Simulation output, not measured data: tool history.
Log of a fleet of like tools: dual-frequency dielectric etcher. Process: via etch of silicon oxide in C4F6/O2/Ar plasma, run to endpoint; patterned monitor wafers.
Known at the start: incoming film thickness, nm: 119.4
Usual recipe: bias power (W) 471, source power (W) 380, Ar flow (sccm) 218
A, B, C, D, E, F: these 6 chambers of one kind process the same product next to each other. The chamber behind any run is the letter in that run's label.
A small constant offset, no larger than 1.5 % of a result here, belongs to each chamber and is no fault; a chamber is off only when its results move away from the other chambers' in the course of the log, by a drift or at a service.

run,hour,bias power (W),source power (W),Ar flow (sccm),endpoint time (s)
1C,4.9,471,380,218,26.158
2F,13.1,471,380,218,26.358
3E,19.7,471,380,218,26.063
# hour 21.1: chamber B: wet clean of the chamber
4A,26.1,471,380,218,26.216
5B,30.5,471,380,218,26.497
6D,35.9,578,380,249,24.930
7E,40.3,578,380,249,24.923
8A,48.3,578,380,249,24.855
# hour 50.2: chamber B: Ar flow controller replaced
9C,55.1,578,380,249,24.721
10F,60.4,578,380,249,24.613
11B,65.4,578,380,249,25.159
12D,70.5,557,380,174,24.353
13D,74.8,557,380,174,24.344
# hour 75.9: chamber E: wet clean of the chamber
14C,80.0,557,380,174,24.221
15E,85.6,557,380,174,23.948
# hour 88.2: chamber D: source power generator calibrated
16A,91.2,557,380,174,24.421
17F,97.2,557,380,174,24.040
18B,104.2,471,380,269,27.291
19A,108.7,471,380,269,27.611
20F,116.0,471,380,269,26.834
21B,120.2,471,380,269,27.241
22C,126.4,471,380,269,26.855
23E,130.1,471,380,269,27.030
24D,136.4,471,380,218,26.411
25C,142.2,471,380,218,26.344
26A,146.7,471,380,218,27.030
27E,154.6,471,380,218,26.373
28D,162.6,471,380,218,26.462
29B,169.0,471,380,218,26.602
# hour 169.3: chamber C: bias power generator calibrated
30F,174.8,471,380,218,26.165
# hour 175.9: chamber C: wet clean of the chamber
31D,180.4,471,470,218,24.735
32C,186.0,471,470,218,24.357
33A,190.9,471,470,218,24.871
34F,195.2,471,470,218,24.357
35E,201.3,471,470,218,24.298
36B,205.1,471,470,218,24.600
37E,212.9,471,380,218,26.431
38B,218.5,471,380,218,26.764
39D,224.9,471,380,218,26.579
40F,228.8,471,380,218,26.166

Predict what each chamber gives when all 6 of them run the settings below next.
41A,234.8,471,380,237,?
41B,234.8,471,380,237,?
41C,234.8,471,380,237,?
41D,234.8,471,380,237,?
41E,234.8,471,380,237,?
41F,234.8,471,380,237,?

run,endpoint time (s)
41A,27.609
41B,26.822
41C,26.542
41D,26.782
41E,26.623
41F,26.410
